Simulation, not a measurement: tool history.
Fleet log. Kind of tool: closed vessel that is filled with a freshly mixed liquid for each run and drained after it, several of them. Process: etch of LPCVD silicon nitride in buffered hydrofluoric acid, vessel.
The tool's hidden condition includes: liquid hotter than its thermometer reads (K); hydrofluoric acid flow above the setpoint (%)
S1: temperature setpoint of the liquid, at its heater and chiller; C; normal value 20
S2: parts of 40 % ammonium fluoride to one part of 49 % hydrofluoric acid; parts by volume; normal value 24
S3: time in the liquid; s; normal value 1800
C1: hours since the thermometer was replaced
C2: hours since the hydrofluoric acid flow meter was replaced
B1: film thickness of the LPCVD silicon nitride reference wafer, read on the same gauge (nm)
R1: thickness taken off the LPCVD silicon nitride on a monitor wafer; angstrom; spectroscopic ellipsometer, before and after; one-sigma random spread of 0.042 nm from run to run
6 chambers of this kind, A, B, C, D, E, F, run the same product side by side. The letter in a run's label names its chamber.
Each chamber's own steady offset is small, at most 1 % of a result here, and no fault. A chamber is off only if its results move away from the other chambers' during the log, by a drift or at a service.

Run 1E, hour 4.8: usual settings; C1 111.3; C2 373.0; B1 80.017. Result: R1 94.081 angstrom.
Run 2D, hour 7.6: usual settings; C1 732.0; C2 532.1; B1 79.997. Result: R1 94.958 angstrom.
Run 3B, hour 10.0: usual settings; C1 1204.6; C2 1437.9; B1 79.971. Result: R1 93.409 angstrom.
Run 4C, hour 14.1: usual settings; C1 2238.4; C2 394.7; B1 79.991. Result: R1 95.033 angstrom.
Run 5A, hour 18.9: usual settings but S1 24 C; C1 467.2; C2 27.1; B1 80.032. Result: R1 116.660 angstrom.
Run 6F, hour 23.8: usual settings but S1 24 C; C1 2470.0; C2 138.4; B1 80.012. Result: R1 118.170 angstrom.
Run 7A, hour 28.8: usual settings but S1 24 C; C1 477.1; C2 37.0; B1 79.999. Result: R1 117.020 angstrom.
Run 8D, hour 31.9: usual settings but S1 24 C; C1 756.3; C2 556.4; B1 80.020. Result: R1 117.320 angstrom.
Run 9C, hour 36.4: usual settings but S1 24 C; C1 2260.7; C2 417.0; B1 79.968. Result: R1 116.910 angstrom.
Run 10B, hour 40.0: usual settings but S1 24 C; C1 1234.6; C2 1467.9; B1 80.043. Result: R1 117.830 angstrom.
Run 11E, hour 44.9: usual settings but S2 20 parts by volume; C1 151.4; C2 413.1; B1 80.003. Result: R1 106.190 angstrom.
Run 12F, hour 49.4: usual settings but S2 20 parts by volume; C1 2495.6; C2 164.0; B1 79.999. Result: R1 107.300 angstrom.
Run 13F, hour 54.9: usual settings but S2 20 parts by volume; C1 2501.1; C2 169.5; B1 80.012. Result: R1 107.450 angstrom.
Run 14C, hour 59.9: usual settings but S2 20 parts by volume; C1 2284.2; C2 440.5; B1 79.981. Result: R1 106.970 angstrom.
Run 15E, hour 63.0: usual settings but S2 20 parts by volume; C1 169.5; C2 431.2; B1 80.007. Result: R1 105.700 angstrom.
Run 16D, hour 67.8: usual settings but S2 20 parts by volume; C1 792.2; C2 592.3; B1 80.029. Result: R1 107.390 angstrom.
Run 17A, hour 72.8: usual settings; C1 521.1; C2 81.0; B1 80.010. Result: R1 93.213 angstrom.
Run 18B, hour 75.7: usual settings; C1 1270.3; C2 1503.6; B1 80.000. Result: R1 93.196 angstrom.
Run 19E, hour 78.4: usual settings; C1 184.9; C2 446.6; B1 80.016. Result: R1 94.124 angstrom.
Run 20F, hour 83.4: usual settings; C1 2529.6; C2 198.0; B1 80.024. Result: R1 94.769 angstrom.
Run 21C, hour 87.2: usual settings; C1 2311.5; C2 467.8; B1 80.011. Result: R1 95.052 angstrom.
Run 22D, hour 91.7: usual settings; C1 816.1; C2 616.2; B1 80.034. Result: R1 95.018 angstrom.
Run 23A, hour 94.3: usual settings; C1 542.6; C2 102.5; B1 80.002. Result: R1 93.239 angstrom.
Run 24B, hour 98.8: usual settings; C1 1293.4; C2 1526.7; B1 79.989. Result: R1 93.986 angstrom.
Run 25F, hour 103.2: usual settings; C1 2549.4; C2 217.8; B1 80.007. Result: R1 94.747 angstrom.
Run 26D, hour 106.9: usual settings; C1 831.3; C2 631.4; B1 79.960. Result: R1 94.427 angstrom.
Run 27C, hour 109.5: usual settings; C1 2333.8; C2 490.1; B1 79.980. Result: R1 94.223 angstrom.
Run 28B, hour 112.2: usual settings; C1 1306.8; C2 1540.1; B1 79.993. Result: R1 93.591 angstrom.
Run 29E, hour 115.3: usual settings; C1 221.8; C2 483.5; B1 80.027. Result: R1 93.292 angstrom.
Run 30A, hour 117.9: usual settings but S2 21 parts by volume, S3 1025 s; C1 566.2; C2 126.1; B1 80.030. Result: R1 58.025 angstrom.
Run 31D, hour 121.7: usual settings but S2 21 parts by volume, S3 1025 s; C1 846.1; C2 646.2; B1 80.003. Result: R1 58.920 angstrom.
At hour 124.2: chamber F: thermometer replaced.
Run 32F, hour 127.2: usual settings but S2 21 parts by volume, S3 1025 s; C1 3.0; C2 241.8; B1 80.059. Result: R1 58.761 angstrom.
Run 33B, hour 132.2: usual settings but S2 21 parts by volume, S3 1025 s; C1 1326.8; C2 1560.1; B1 79.996. Result: R1 58.816 angstrom.
Run 34A, hour 137.7: usual settings but S2 21 parts by volume, S3 1025 s; C1 586.0; C2 145.9; B1 80.025. Result: R1 58.500 angstrom.
Run 35E, hour 141.8: usual settings but S2 21 parts by volume, S3 1025 s; C1 248.3; C2 510.0; B1 79.971. Result: R1 58.077 angstrom.
Run 36C, hour 146.0: usual settings; C1 2370.3; C2 526.6; B1 79.996. Result: R1 95.568 angstrom.
Run 37C, hour 149.9: usual settings; C1 2374.2; C2 530.5; B1 79.943. Result: R1 94.816 angstrom.
Run 38B, hour 154.8: usual settings but S1 17 C, S2 15 parts by volume; C1 1349.4; C2 1582.7; B1 79.994. Result: R1 118.230 angstrom.
Run 39E, hour 157.4: usual settings but S1 17 C, S2 15 parts by volume; C1 263.9; C2 525.6; B1 79.989. Result: R1 118.850 angstrom.
Run 40D, hour 161.8: usual settings but S1 17 C, S2 15 parts by volume; C1 886.2; C2 686.3; B1 79.961. Result: R1 118.930 angstrom.
Run 41A, hour 165.4: usual settings but S1 17 C, S2 15 parts by volume; C1 613.7; C2 173.6; B1 79.996. Result: R1 118.030 angstrom.
Run 42F, hour 168.9: usual settings but S1 17 C, S2 15 parts by volume; C1 44.7; C2 283.5; B1 79.991. Result: R1 118.500 angstrom.
Run 43E, hour 172.2: usual settings but S1 17 C, S2 15 parts by volume; C1 278.7; C2 540.4; B1 80.027. Result: R1 118.600 angstrom.

For the next run the whole fleet of 6 chambers uses the same settings. Give each chamber's results:
Run 44A, hour 176.2: usual settings but S2 28 parts by volume. Result: R1 ?.
Run 44B, hour 176.2: usual settings but S2 28 parts by volume. Result: R1 ?.
Run 44C, hour 176.2: usual settings but S2 28 parts by volume. Result: R1 ?.
Run 44D, hour 176.2: usual settings but S2 28 parts by volume. Result: R1 ?.
Run 44E, hour 176.2: usual settings but S2 28 parts by volume. Result: R1 ?.
Run 44F, hour 176.2: usual settings but S2 28 parts by volume. Result: R1 ?.

run      R1
44A  83.783
44B  84.470
44C  84.461
44D  85.066
44E  84.475
44F  85.427

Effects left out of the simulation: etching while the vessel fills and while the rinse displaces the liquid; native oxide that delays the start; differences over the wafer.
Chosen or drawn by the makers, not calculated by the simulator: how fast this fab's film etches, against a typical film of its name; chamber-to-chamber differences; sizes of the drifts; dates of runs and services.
